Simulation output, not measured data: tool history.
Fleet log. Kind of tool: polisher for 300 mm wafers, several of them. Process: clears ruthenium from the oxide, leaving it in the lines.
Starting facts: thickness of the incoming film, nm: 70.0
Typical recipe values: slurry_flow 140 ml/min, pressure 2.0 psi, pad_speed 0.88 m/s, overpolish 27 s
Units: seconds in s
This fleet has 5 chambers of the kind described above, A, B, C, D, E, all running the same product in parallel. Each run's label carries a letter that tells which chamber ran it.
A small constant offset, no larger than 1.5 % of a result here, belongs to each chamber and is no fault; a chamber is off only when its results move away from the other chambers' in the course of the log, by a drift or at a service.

run	hour	slurry_flow	pressure	pad_speed	overpolish	seconds
1C	15.0	140	2.0	0.88	27	72.250
2A	23.4	140	2.0	0.88	27	73.257
# hour 29.1: chamber C: worn pad replaced by a new one
3B	36.9	140	2.0	0.88	27	72.652
# hour 45.9: chamber B: worn pad replaced by a new one
# hour 47.1: chamber E: slurry nozzle cleaned
# hour 48.0: chamber E: worn pad replaced by a new one
4D	51.7	140	2.0	0.88	27	71.109
5E	65.3	140	2.0	0.88	27	73.458
# hour 68.7: chamber A: worn pad replaced by a new one
6B	73.9	140	2.0	0.88	27	72.253
7D	88.8	140	2.0	0.88	27	71.443
8A	95.8	140	2.0	0.70	27	90.893
# hour 97.2: chamber D: worn pad replaced by a new one
9C	103.7	140	2.0	0.70	27	91.492
10E	115.9	140	2.0	0.70	27	91.332
11A	131.2	140	2.0	0.70	27	92.987
# hour 133.4: chamber E: worn pad replaced by a new one
# hour 137.2: chamber D: slurry nozzle cleaned
12D	142.3	140	2.0	0.70	27	91.262
# hour 145.0: chamber C: worn pad replaced by a new one
# hour 146.0: chamber A: worn pad replaced by a new one
# hour 150.2: chamber B: worn pad replaced by a new one
13B	153.6	140	2.0	0.88	27	72.121
14C	167.5	140	2.0	0.88	27	73.973
15E	175.6	140	2.0	0.70	18	90.659
16C	190.7	140	2.0	0.70	18	90.908
# hour 201.0: chamber D: worn pad replaced by a new one
17B	205.6	140	2.0	0.70	18	91.212
# hour 214.4: chamber C: head pressure recalibrated
18E	214.5	140	2.0	0.70	18	91.399
# hour 219.2: chamber A: worn pad replaced by a new one
# hour 220.4: chamber E: worn pad replaced by a new one
19A	224.2	140	2.0	0.70	18	92.663
# hour 235.4: chamber B: worn pad replaced by a new one
20D	239.1	140	2.0	0.88	27	72.498
# hour 246.4: chamber A: slurry nozzle cleaned
21D	248.3	140	2.0	0.88	27	72.201
# hour 255.2: chamber C: worn pad replaced by a new one
22B	257.7	140	2.0	0.88	27	72.282
23E	271.0	140	2.0	0.88	27	73.036
24A	286.4	140	2.0	0.88	36	73.358
# hour 293.0: chamber A: worn pad replaced by a new one
# hour 297.0: chamber E: slurry nozzle cleaned
25C	297.0	140	2.0	0.88	36	73.994
26A	304.8	140	2.0	0.88	36	73.574
27D	313.9	140	2.0	0.88	36	70.984
# hour 316.0: chamber E: worn pad replaced by a new one
# hour 320.0: chamber D: worn pad replaced by a new one
28C	324.6	140	2.0	0.88	36	75.786
# hour 329.6: chamber A: head pressure recalibrated
29E	335.7	140	2.0	0.88	27	73.024
# hour 348.3: chamber B: worn pad replaced by a new one
30B	348.5	140	1.4	0.88	27	104.860
# hour 361.5: chamber C: worn pad replaced by a new one
31E	361.6	140	1.4	0.88	27	103.290
# hour 368.4: chamber A: worn pad replaced by a new one
32B	371.7	140	1.4	0.88	27	103.360
33C	380.8	140	1.4	0.88	27	105.080
34D	388.7	140	1.4	0.88	27	102.340
35A	395.6	140	2.0	0.88	27	74.789
# hour 406.6: chamber B: head pressure recalibrated
36D	409.9	140	2.0	0.88	27	72.397
37B	419.7	140	1.6	0.88	27	92.102

Does one chamber stand apart from the rest, does the shared gauge drift, or is all well apart from small per-chamber offsets? Give the chamber and the most likely cause, where there is one.

Little by little, chamber C moves away from the other chambers.
Likeliest cause: slurry flow missing at the pad, % = 25.

Which of the 4 candidates below, each the usual settings with something changed and its results left as question marks, puts chamber C back in line with what the other chambers give on the usual settings?
In-line tolerance around the mean of the other chambers on the usual settings: seconds 2.800 s
38C-1	430.9	140	2.1	0.94	27	?
38C-2	430.9	140	2.0	0.82	27	?
38C-3	430.9	140	2.1	0.90	27	?
38C-4	430.9	140	1.9	0.82	27	?

Mean of the other chambers on the usual settings: seconds 72.766 s
run	seconds
38C-1	68.660
38C-2	82.457
38C-3	71.667
38C-4	86.778
38C-3 is the one that brings the chamber's results back in line with the other chambers.
